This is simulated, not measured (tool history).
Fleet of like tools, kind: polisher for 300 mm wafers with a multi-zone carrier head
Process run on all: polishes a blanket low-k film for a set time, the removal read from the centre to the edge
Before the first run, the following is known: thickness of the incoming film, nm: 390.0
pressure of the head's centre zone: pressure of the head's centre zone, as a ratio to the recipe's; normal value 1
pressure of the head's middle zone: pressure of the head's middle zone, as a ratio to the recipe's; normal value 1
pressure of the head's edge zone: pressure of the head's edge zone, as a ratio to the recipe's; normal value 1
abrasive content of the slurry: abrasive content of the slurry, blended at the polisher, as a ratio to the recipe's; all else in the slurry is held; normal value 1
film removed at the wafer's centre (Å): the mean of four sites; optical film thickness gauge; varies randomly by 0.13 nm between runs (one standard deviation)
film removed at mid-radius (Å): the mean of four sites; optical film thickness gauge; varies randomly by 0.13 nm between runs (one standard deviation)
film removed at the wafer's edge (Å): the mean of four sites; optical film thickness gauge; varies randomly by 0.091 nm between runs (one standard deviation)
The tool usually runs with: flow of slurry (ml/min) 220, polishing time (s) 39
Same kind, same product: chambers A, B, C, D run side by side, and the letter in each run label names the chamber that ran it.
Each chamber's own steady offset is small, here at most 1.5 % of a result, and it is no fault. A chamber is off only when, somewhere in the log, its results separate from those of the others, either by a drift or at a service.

| run | hour | flow of slurry (ml/min) | pressure of the head's centre zone | pressure of the head's middle zone | pressure of the head's edge zone | abrasive content of the slurry | polishing time (s) | wafers polished on this pad | hours since the slurry nozzle was cleaned | hours since the centre zone pressure was calibrated | hours since the edge zone pressure was calibrated | film removed at the wafer's centre (Å) | film removed at mid-radius (Å) | film removed at the wafer's edge (Å) |
|---|---|---|---|---|---|---|---|---|---|---|---|---|---|---|
| 1D | 2.4 | 220 | 1 | 1 | 1 | 1 | 39 | 505 | 204.5 | 436.8 | 918.7 | 111.06 | 110.61 | 110.31 |
| 2B | 5.3 | 220 | 1 | 1 | 1 | 1 | 39 | 264 | 367 | 355.4 | 403.4 | 111.7 | 111.3 | 110 |
| 3A | 9.7 | 220 | 1 | 1 | 1 | 1 | 39 | 787 | 449 | 87.9 | 282.4 | 109.52 | 109.72 | 109.57 |
| 4C | 13.6 | 220 | 1 | 1 | 1 | 1 | 39 | 539 | 429.8 | 405.1 | 208.8 | 111.27 | 109.44 | 111.87 |
| 5D | 16.3 | 220 | 1 | 1 | 1 | 1 | 39 | 654 | 218.4 | 450.7 | 932.6 | 112.06 | 110.67 | 112.51 |
| 6A | 20.1 | 220 | 1 | 1 | 1 | 1 | 39 | 898 | 459.4 | 98.3 | 292.8 | 110.98 | 108.53 | 109.58 |
| 7B | 24.3 | 220 | 1 | 1 | 1 | 1 | 39 | 467 | 386 | 374.4 | 422.4 | 112.01 | 112.17 | 109.29 |
| 8C | 27.8 | 220 | 1 | 1 | 1 | 1 | 39 | 691 | 444 | 419.3 | 223 | 111.31 | 111.76 | 109.69 |
| 9B | 31.3 | 220 | 1 | 1 | 1 | 1 | 39 | 542 | 393 | 381.4 | 429.4 | 111.47 | 112.51 | 110.67 |
| 10D | 33.8 | 220 | 1 | 1 | 1 | 1 | 39 | 841 | 235.9 | 468.2 | 950.1 | 112.9 | 111.06 | 110.97 |
|  | 35.6 | chamber B: worn pad replaced by a new one |
|  | 36.9 | chamber D: worn pad replaced by a new one |
| 11C | 37.2 | 220 | 1 | 1 | 1 | 1 | 39 | 792 | 453.4 | 428.7 | 232.4 | 107.42 | 111.02 | 109.18 |
| 12A | 39.2 | 220 | 1 | 1 | 1 | 1 | 39 | 1103 | 478.5 | 117.4 | 311.9 | 109.44 | 111.62 | 111.05 |
|  | 41.1 | chamber C: worn pad replaced by a new one |
| 13B | 41.2 | 220 | 1 | 1 | 1 | 1 | 39 | 60 | 402.9 | 391.3 | 439.3 | 110.69 | 111.78 | 112.73 |
| 14D | 44.2 | 220 | 1 | 1 | 1 | 1 | 39 | 78 | 246.3 | 478.6 | 960.5 | 111.1 | 113.53 | 111.47 |
| 15C | 48.4 | 220 | 1 | 1 | 1 | 1 | 39 | 79 | 464.6 | 439.9 | 243.6 | 111.17 | 109.33 | 110.47 |
|  | 52.4 | chamber A: worn pad replaced by a new one |
| 16A | 52.6 | 220 | 1 | 1 | 1 | 1 | 39 | 3 | 491.9 | 130.8 | 325.3 | 108.84 | 109.33 | 109.73 |
| 17B | 54.7 | 220 | 1 | 1 | 1 | 1 | 46 | 205 | 416.4 | 404.8 | 452.8 | 133.35 | 131.72 | 132.46 |
|  | 56.1 | chamber B: centre zone pressure recalibrated |
| 18C | 59 | 220 | 1 | 1 | 1 | 1 | 46 | 192 | 475.2 | 450.5 | 254.2 | 130.49 | 130.02 | 131.66 |
| 19D | 62.1 | 220 | 1 | 1 | 1 | 1 | 46 | 270 | 264.2 | 496.5 | 978.4 | 127.69 | 133.13 | 132.88 |
| 20A | 66.2 | 220 | 1 | 1 | 1 | 1 | 46 | 148 | 505.5 | 144.4 | 338.9 | 129.4 | 128.42 | 128.6 |
| 21C | 69.8 | 220 | 1 | 1 | 1 | 1 | 39 | 308 | 486 | 461.3 | 265 | 111.51 | 108.69 | 111.25 |
| 22D | 72.1 | 220 | 1 | 1 | 1 | 1 | 39 | 377 | 274.2 | 506.5 | 988.4 | 108.29 | 112.48 | 112.12 |
| 23A | 74.4 | 220 | 1 | 1 | 1 | 1 | 39 | 236 | 513.7 | 152.6 | 347.1 | 109.02 | 111.62 | 110.11 |
|  | 75.8 | chamber A: slurry nozzle cleaned |
| 24B | 76.6 | 220 | 1 | 1 | 1 | 1 | 39 | 439 | 438.3 | 20.6 | 474.7 | 111.24 | 111.85 | 111.27 |
| 25D | 79.7 | 220 | 1 | 1 | 1 | 1 | 39 | 459 | 281.8 | 514.1 | 996 | 107.1 | 110.42 | 109.86 |
| 26C | 83.9 | 220 | 1 | 1 | 1 | 1 | 39 | 459 | 500.1 | 475.4 | 279.1 | 109.64 | 111.67 | 111.73 |
| 27B | 86 | 220 | 1 | 1 | 1 | 1 | 39 | 540 | 447.7 | 30 | 484.1 | 108.71 | 113.18 | 110.77 |
| 28A | 88.6 | 220 | 1 | 1 | 1 | 1 | 39 | 388 | 12.9 | 166.8 | 361.3 | 110.95 | 109.2 | 110.85 |
| 29A | 92 | 220 | 1 | 1 | 1 | 1 | 39 | 424 | 16.3 | 170.2 | 364.7 | 112.7 | 111.33 | 108.91 |
| 30B | 95.3 | 220 | 0.9 | 1 | 1 | 1 | 51 | 640 | 457 | 39.3 | 493.4 | 131.43 | 146.52 | 143.7 |
| 31C | 98.8 | 220 | 0.9 | 1 | 1 | 1 | 51 | 619 | 515 | 490.3 | 294 | 131.74 | 146.63 | 144.71 |
|  | 99.6 | chamber B: worn pad replaced by a new one |
| 32D | 101 | 220 | 0.9 | 1 | 1 | 1 | 51 | 687 | 303.1 | 535.4 | 1017.3 | 118.83 | 142.44 | 144.94 |
| 33D | 104.9 | 220 | 0.9 | 1 | 1 | 1 | 51 | 728 | 307 | 539.3 | 1021.2 | 120.81 | 147.7 | 145.11 |
| 34C | 108.8 | 220 | 1 | 1 | 1 | 1 | 39 | 726 | 525 | 500.3 | 304 | 112.55 | 110.98 | 111.04 |
| 35A | 112.7 | 220 | 1 | 1 | 1 | 1 | 39 | 646 | 37 | 190.9 | 385.4 | 111.7 | 113.43 | 109.74 |
| 36B | 115.9 | 220 | 1 | 1 | 1 | 1 | 39 | 175 | 477.6 | 59.9 | 514 | 110.56 | 112.88 | 110.38 |
| 37D | 118.2 | 220 | 1 | 1 | 1 | 1 | 39 | 871 | 320.3 | 552.6 | 1034.5 | 100.69 | 111.96 | 110.74 |

Has any chamber moved away from the others, gradually or after a service, or does the common gauge drift, or do the chambers differ only by their own small steady offsets? State the chamber and the most likely cause if one applies.

It is chamber D that slowly wanders off from its peers.
What lies behind it: centre zone's pressure below its setpoint, % = 8.73.

Which of the 4 candidates below, each the usual settings with something changed and its results left as question marks, puts chamber D back in line with what the other chambers give on the usual settings?
Maximum distance from the other chambers' mean on the usual settings for a result to count as in line: film removed at the wafer's centre (Å) 4.7; film removed at mid-radius (Å) 4.5; film removed at the wafer's edge (Å) 3.2
| 38D-1 | 121.5 | 220 | 0.98 | 1 | 1.01 | 1 | 39 |  |  |  |  | ? | ? | ? |
| 38D-2 | 121.5 | 225 | 1.08 | 0.99 | 0.97 | 1 | 39 |  |  |  |  | ? | ? | ? |
| 38D-3 | 121.5 | 220 | 1.02 | 1 | 0.99 | 1 | 39 |  |  |  |  | ? | ? | ? |
| 38D-4 | 121.5 | 215 | 0.92 | 1.01 | 1.03 | 1 | 39 |  |  |  |  | ? | ? | ? |

The mean the other chambers reach with the usual settings: film removed at the wafer's centre (Å) 111.09; film removed at mid-radius (Å) 110.89; film removed at the wafer's edge (Å) 110.32
| run | film removed at the wafer's centre (Å) | film removed at mid-radius (Å) | film removed at the wafer's edge (Å) |
|---|---|---|---|
| 38D-1 | 98.941 | 112.45 | 112.71 |
| 38D-2 | 110.59 | 111.71 | 110.57 |
| 38D-3 | 103.46 | 112.43 | 111.51 |
| 38D-4 | 91.859 | 113.16 | 113.63 |
The right change is 38D-2: it brings the chamber back within the allowed miss of the others.
